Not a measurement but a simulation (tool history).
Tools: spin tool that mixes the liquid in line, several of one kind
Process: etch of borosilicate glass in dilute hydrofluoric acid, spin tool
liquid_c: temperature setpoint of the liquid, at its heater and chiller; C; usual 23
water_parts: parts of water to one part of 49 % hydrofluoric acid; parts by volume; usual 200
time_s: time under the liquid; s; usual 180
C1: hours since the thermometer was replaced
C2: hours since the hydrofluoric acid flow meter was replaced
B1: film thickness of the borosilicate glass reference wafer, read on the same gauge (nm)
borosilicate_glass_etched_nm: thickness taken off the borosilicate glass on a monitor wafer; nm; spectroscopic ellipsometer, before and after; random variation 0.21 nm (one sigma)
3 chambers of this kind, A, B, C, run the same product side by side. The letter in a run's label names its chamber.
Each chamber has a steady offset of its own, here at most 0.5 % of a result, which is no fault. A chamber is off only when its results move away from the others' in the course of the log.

{"run": "1B", "hour": 13.3, "liquid_c": 23, "water_parts": 200, "time_s": 180, "C1": 61.4, "C2": 417.1, "B1": 100.02, "borosilicate_glass_etched_nm": 21.76}
{"run": "2C", "hour": 22.9, "liquid_c": 23, "water_parts": 200, "time_s": 180, "C1": 1444.7, "C2": 343.3, "B1": 100.02, "borosilicate_glass_etched_nm": 22.332}
{"run": "3A", "hour": 33.2, "liquid_c": 23, "water_parts": 200, "time_s": 180, "C1": 1271.1, "C2": 744.7, "B1": 99.999, "borosilicate_glass_etched_nm": 21.762}
{"run": "4A", "hour": 45.6, "liquid_c": 23, "water_parts": 200, "time_s": 180, "C1": 1283.5, "C2": 757.1, "B1": 100.01, "borosilicate_glass_etched_nm": 22.16}
{"run": "5B", "hour": 57.7, "liquid_c": 23, "water_parts": 200, "time_s": 180, "C1": 105.8, "C2": 461.5, "B1": 99.994, "borosilicate_glass_etched_nm": 22.117}
{"run": "6C", "hour": 67.2, "liquid_c": 23, "water_parts": 200, "time_s": 180, "C1": 1489, "C2": 387.6, "B1": 100.01, "borosilicate_glass_etched_nm": 22.024}
{"run": "7B", "hour": 74.7, "liquid_c": 23, "water_parts": 200, "time_s": 180, "C1": 122.8, "C2": 478.5, "B1": 100.01, "borosilicate_glass_etched_nm": 22.618}
{"run": "8A", "hour": 86.4, "liquid_c": 23, "water_parts": 200, "time_s": 180, "C1": 1324.3, "C2": 797.9, "B1": 99.979, "borosilicate_glass_etched_nm": 22.38}
{"run": "9C", "hour": 99.7, "liquid_c": 23, "water_parts": 200, "time_s": 125, "C1": 1521.5, "C2": 420.1, "B1": 100.01, "borosilicate_glass_etched_nm": 15.039}
{"run": "10A", "hour": 110.2, "liquid_c": 23, "water_parts": 200, "time_s": 125, "C1": 1348.1, "C2": 821.7, "B1": 100, "borosilicate_glass_etched_nm": 15.4}
{"run": "11B", "hour": 118.3, "liquid_c": 23, "water_parts": 200, "time_s": 125, "C1": 166.4, "C2": 522.1, "B1": 99.982, "borosilicate_glass_etched_nm": 15.446}
{"run": "12C", "hour": 130.4, "liquid_c": 23, "water_parts": 200, "time_s": 180, "C1": 1552.2, "C2": 450.8, "B1": 100.01, "borosilicate_glass_etched_nm": 21.665}
{"run": "13C", "hour": 140.0, "liquid_c": 23, "water_parts": 200, "time_s": 180, "C1": 1561.8, "C2": 460.4, "B1": 100, "borosilicate_glass_etched_nm": 21.246}
{"run": "14A", "hour": 147.9, "liquid_c": 23, "water_parts": 200, "time_s": 180, "C1": 1385.8, "C2": 859.4, "B1": 99.992, "borosilicate_glass_etched_nm": 22.294}
{"run": "15B", "hour": 158.1, "liquid_c": 23, "water_parts": 200, "time_s": 180, "C1": 206.2, "C2": 561.9, "B1": 99.973, "borosilicate_glass_etched_nm": 21.921}
{"run": "16C", "hour": 170.6, "liquid_c": 23, "water_parts": 200, "time_s": 180, "C1": 1592.4, "C2": 491, "B1": 99.995, "borosilicate_glass_etched_nm": 21.886}
{"run": "17A", "hour": 183.6, "liquid_c": 23, "water_parts": 200, "time_s": 180, "C1": 1421.5, "C2": 895.1, "B1": 99.992, "borosilicate_glass_etched_nm": 21.765}
{"run": "18B", "hour": 197.1, "liquid_c": 23, "water_parts": 200, "time_s": 180, "C1": 245.2, "C2": 600.9, "B1": 100, "borosilicate_glass_etched_nm": 21.828}
{"run": "19B", "hour": 207.9, "liquid_c": 23, "water_parts": 200, "time_s": 180, "C1": 256, "C2": 611.7, "B1": 100.01, "borosilicate_glass_etched_nm": 22.25}
{"run": "20A", "hour": 221.2, "liquid_c": 23, "water_parts": 200, "time_s": 180, "C1": 1459.1, "C2": 932.7, "B1": 100, "borosilicate_glass_etched_nm": 22.032}
{"run": "21C", "hour": 231.9, "liquid_c": 23, "water_parts": 200, "time_s": 180, "C1": 1653.7, "C2": 552.3, "B1": 99.992, "borosilicate_glass_etched_nm": 21.502}
{"run": "22C", "hour": 243.6, "liquid_c": 23, "water_parts": 200, "time_s": 180, "C1": 1665.4, "C2": 564, "B1": 100.01, "borosilicate_glass_etched_nm": 21.411}
{"run": "23B", "hour": 252.6, "liquid_c": 23, "water_parts": 200, "time_s": 180, "C1": 300.7, "C2": 656.4, "B1": 99.994, "borosilicate_glass_etched_nm": 21.956}
{"run": "24A", "hour": 266.2, "liquid_c": 23, "water_parts": 200, "time_s": 180, "C1": 1504.1, "C2": 977.7, "B1": 99.996, "borosilicate_glass_etched_nm": 22.194}
{"run": "25A", "hour": 276.1, "liquid_c": 23, "water_parts": 200, "time_s": 180, "C1": 1514, "C2": 987.6, "B1": 99.999, "borosilicate_glass_etched_nm": 22.082}
{"run": "26C", "hour": 289.6, "liquid_c": 27, "water_parts": 200, "time_s": 180, "C1": 1711.4, "C2": 610, "B1": 100, "borosilicate_glass_etched_nm": 24.828}
{"run": "27B", "hour": 298.2, "liquid_c": 27, "water_parts": 200, "time_s": 180, "C1": 346.3, "C2": 702, "B1": 100, "borosilicate_glass_etched_nm": 25.895}
{"run": "28A", "hour": 307.7, "liquid_c": 27, "water_parts": 200, "time_s": 180, "C1": 1545.6, "C2": 1019.2, "B1": 99.997, "borosilicate_glass_etched_nm": 25.536}
{"run": "29B", "hour": 314.7, "liquid_c": 23, "water_parts": 200, "time_s": 180, "C1": 362.8, "C2": 718.5, "B1": 100.01, "borosilicate_glass_etched_nm": 22.14}
{"run": "30C", "hour": 323.9, "liquid_c": 23, "water_parts": 200, "time_s": 180, "C1": 1745.7, "C2": 644.3, "B1": 100.01, "borosilicate_glass_etched_nm": 21.109}
{"run": "31B", "hour": 332.7, "liquid_c": 23, "water_parts": 200, "time_s": 180, "C1": 380.8, "C2": 736.5, "B1": 100, "borosilicate_glass_etched_nm": 22.182}
{"run": "32A", "hour": 339.3, "liquid_c": 23, "water_parts": 200, "time_s": 180, "C1": 1577.2, "C2": 1050.8, "B1": 99.994, "borosilicate_glass_etched_nm": 22.161}
{"run": "33C", "hour": 347.8, "liquid_c": 23, "water_parts": 200, "time_s": 280, "C1": 1769.6, "C2": 668.2, "B1": 99.994, "borosilicate_glass_etched_nm": 32.299}
{"run": "34C", "hour": 359.1, "liquid_c": 23, "water_parts": 200, "time_s": 280, "C1": 1780.9, "C2": 679.5, "B1": 100.02, "borosilicate_glass_etched_nm": 32.447}
{"run": "35A", "hour": 372.7, "liquid_c": 23, "water_parts": 200, "time_s": 280, "C1": 1610.6, "C2": 1084.2, "B1": 100, "borosilicate_glass_etched_nm": 34.725}
{"run": "36B", "hour": 381.5, "liquid_c": 23, "water_parts": 200, "time_s": 180, "C1": 429.6, "C2": 785.3, "B1": 100.02, "borosilicate_glass_etched_nm": 22.575}
{"run": "37C", "hour": 390.6, "liquid_c": 23, "water_parts": 200, "time_s": 180, "C1": 1812.4, "C2": 711, "B1": 100.01, "borosilicate_glass_etched_nm": 20.204}
{"run": "38A", "hour": 401.6, "liquid_c": 23, "water_parts": 200, "time_s": 180, "C1": 1639.5, "C2": 1113.1, "B1": 99.985, "borosilicate_glass_etched_nm": 22.046}
{"run": "39B", "hour": 410.2, "liquid_c": 23, "water_parts": 200, "time_s": 180, "C1": 458.3, "C2": 814, "B1": 99.999, "borosilicate_glass_etched_nm": 22.184}
{"run": "40C", "hour": 423.4, "liquid_c": 23, "water_parts": 200, "time_s": 180, "C1": 1845.2, "C2": 743.8, "B1": 100, "borosilicate_glass_etched_nm": 20.468}
{"run": "41A", "hour": 429.8, "liquid_c": 23, "water_parts": 200, "time_s": 180, "C1": 1667.7, "C2": 1141.3, "B1": 100.01, "borosilicate_glass_etched_nm": 22.393}
{"run": "42B", "hour": 440.5, "liquid_c": 23, "water_parts": 200, "time_s": 180, "C1": 488.6, "C2": 844.3, "B1": 100, "borosilicate_glass_etched_nm": 22.089}
{"run": "43B", "hour": 449.8, "liquid_c": 23, "water_parts": 200, "time_s": 180, "C1": 497.9, "C2": 853.6, "B1": 99.999, "borosilicate_glass_etched_nm": 22.051}
{"run": "44A", "hour": 457.0, "liquid_c": 23, "water_parts": 200, "time_s": 180, "C1": 1694.9, "C2": 1168.5, "B1": 100.01, "borosilicate_glass_etched_nm": 22.061}

Next, every chamber runs the same settings. What will each give?
{"run": "45A", "hour": 466.7, "liquid_c": 23, "water_parts": 200, "time_s": 180, "borosilicate_glass_etched_nm": "?"}
{"run": "45B", "hour": 466.7, "liquid_c": 23, "water_parts": 200, "time_s": 180, "borosilicate_glass_etched_nm": "?"}
{"run": "45C", "hour": 466.7, "liquid_c": 23, "water_parts": 200, "time_s": 180, "borosilicate_glass_etched_nm": "?"}

run=45A borosilicate_glass_etched_nm=22.107
run=45B borosilicate_glass_etched_nm=22.637
run=45C borosilicate_glass_etched_nm=20.439
